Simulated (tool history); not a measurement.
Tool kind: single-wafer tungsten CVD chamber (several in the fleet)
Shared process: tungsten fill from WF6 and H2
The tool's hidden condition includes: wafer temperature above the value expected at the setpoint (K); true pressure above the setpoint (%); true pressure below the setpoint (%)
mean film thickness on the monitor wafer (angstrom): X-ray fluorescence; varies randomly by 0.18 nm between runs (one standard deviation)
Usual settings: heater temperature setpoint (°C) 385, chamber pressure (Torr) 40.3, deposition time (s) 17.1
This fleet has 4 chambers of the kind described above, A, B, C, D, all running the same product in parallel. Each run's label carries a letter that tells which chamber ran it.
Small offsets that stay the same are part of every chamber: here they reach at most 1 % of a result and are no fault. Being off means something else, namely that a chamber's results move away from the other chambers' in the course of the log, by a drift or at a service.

run     day  heater temperature setpoint (°C)  chamber pressure (Torr)  deposition time (s)  hours since the last thermocouple change  hours since the last manometer calibration  read-back reference wafer on the same gauge, thickness_nm  mean film thickness on the monitor wafer (angstrom)
 1C   0.329                               385                     40.3                 17.1                                     385.3                                      2100.3                                                     37.763                                               431.44
 2B   0.788                               385                     40.3                 17.1                                    1340.2                                       380.7                                                     37.800                                               431.79
 3D   1.142                               385                     40.3                 17.1                                     267.4                                      1332.7                                                     37.812                                               428.53
 4A   1.533                               385                     40.3                 17.1                                    1617.7                                      1395.7                                                     37.806                                               430.37
 5B   1.762                               385                     40.3                 17.1                                    1363.6                                       404.1                                                     37.760                                               434.74
 6C   2.242                               385                     40.3                 17.1                                     431.2                                      2146.2                                                     37.816                                               430.21
 7D   2.562                               385                     40.3                 17.1                                     301.5                                      1366.8                                                     37.823                                               431.39
 8A   2.888                               385                     33.2                 15.8                                    1650.2                                      1428.2                                                     37.796                                               359.87
 9D   3.200                               385                     33.2                 15.8                                     316.8                                      1382.1                                                     37.818                                               362.20
10B   3.583                               385                     33.2                 15.8                                    1407.3                                       447.8                                                     37.811                                               363.66
11C   4.042                               385                     33.2                 15.8                                     474.4                                      2189.4                                                     37.819                                               363.37
12A   4.308                               385                     40.3                 17.1                                    1684.3                                      1462.3                                                     37.830                                               429.66
13A   4.762                               385                     40.3                 17.1                                    1695.2                                      1473.2                                                     37.814                                               428.11
14C   5.221                               385                     32.5                 17.1                                     502.7                                      2217.7                                                     37.783                                               390.14
15D   5.696                               385                     32.5                 17.1                                     376.7                                      1442.0                                                     37.750                                               390.80
16B   5.942                               385                     32.5                 17.1                                    1463.9                                       504.4                                                     37.773                                               389.27
17C   6.171                               385                     32.5                 17.1                                     525.5                                      2240.5                                                     37.808                                               388.77
18A   6.504                               385                     40.3                 17.1                                    1737.0                                      1515.0                                                     37.823                                               428.74
19D   6.733                               385                     40.3                 17.1                                     401.6                                      1466.9                                                     37.804                                               433.24
20B   7.188                               385                     40.3                 17.1                                    1493.8                                       534.3                                                     37.793                                               431.85
21A   7.521                               385                     40.3                 17.1                                    1761.4                                      1539.4                                                     37.797                                               431.41
22C   7.779                               385                     46.5                 17.1                                     564.1                                      2279.1                                                     37.768                                               457.79
23D   8.117                               385                     46.5                 17.1                                     434.8                                      1500.1                                                     37.814                                               465.64
24B   8.442                               385                     46.5                 17.1                                    1523.9                                       564.4                                                     37.791                                               463.50
      8.762  -- chamber C: capacitance manometer re-zeroed and calibrated
25B   8.838                               385                     46.5                 17.1                                    1533.4                                       573.9                                                     37.800                                               462.91
26D   9.204                               385                     40.3                 17.1                                     460.9                                      1526.2                                                     37.837                                               440.14
27A   9.612                               385                     40.3                 17.1                                    1811.6                                      1589.6                                                     37.856                                               429.39
28C  10.092                               385                     40.3                 17.1                                     619.6                                        31.9                                                     37.824                                               433.61
29D  10.508                               385                     40.3                 17.1                                     492.2                                      1557.5                                                     37.792                                               440.50

Decide between three cases: one chamber stands off from its peers, the gauge reading all wafers drifts, or nothing is wrong past each chamber's small offset. Where a chamber is off, say which and what most likely put it there.

Little by little, chamber D moves away from the other chambers.
Likeliest cause: wafer temperature above the value expected at the setpoint (K) = 1.13.
With only this log, it may be confused with: true pressure above the setpoint (%).

Below are 4 candidate recipes for chamber D's next run, each the usual settings with a change, their results shown as question marks. Which of them brings D's results back in line with what the other chambers give on the usual settings?
In line here means within this much of the mean the other chambers give on the usual settings: mean film thickness on the monitor wafer (angstrom) 6.20
30D-1  10.875                               385                     40.3                 17.9                                                                                                                                                                                                     ?
30D-2  10.875                               386                     40.5                 17.1                                                                                                                                                                                                     ?
30D-3  10.875                               384                     40.3                 17.1                                                                                                                                                                                                     ?
30D-4  10.875                               385                     39.3                 16.5                                                                                                                                                                                                     ?

On the usual settings, the other chambers give on average: mean film thickness on the monitor wafer (angstrom) 430.56
  run  mean film thickness on the monitor wafer (angstrom)
30D-1                                               459.15
30D-2                                               448.33
30D-3                                               429.93
30D-4                                               418.10
It is 30D-3 that realigns the chamber with its peers.
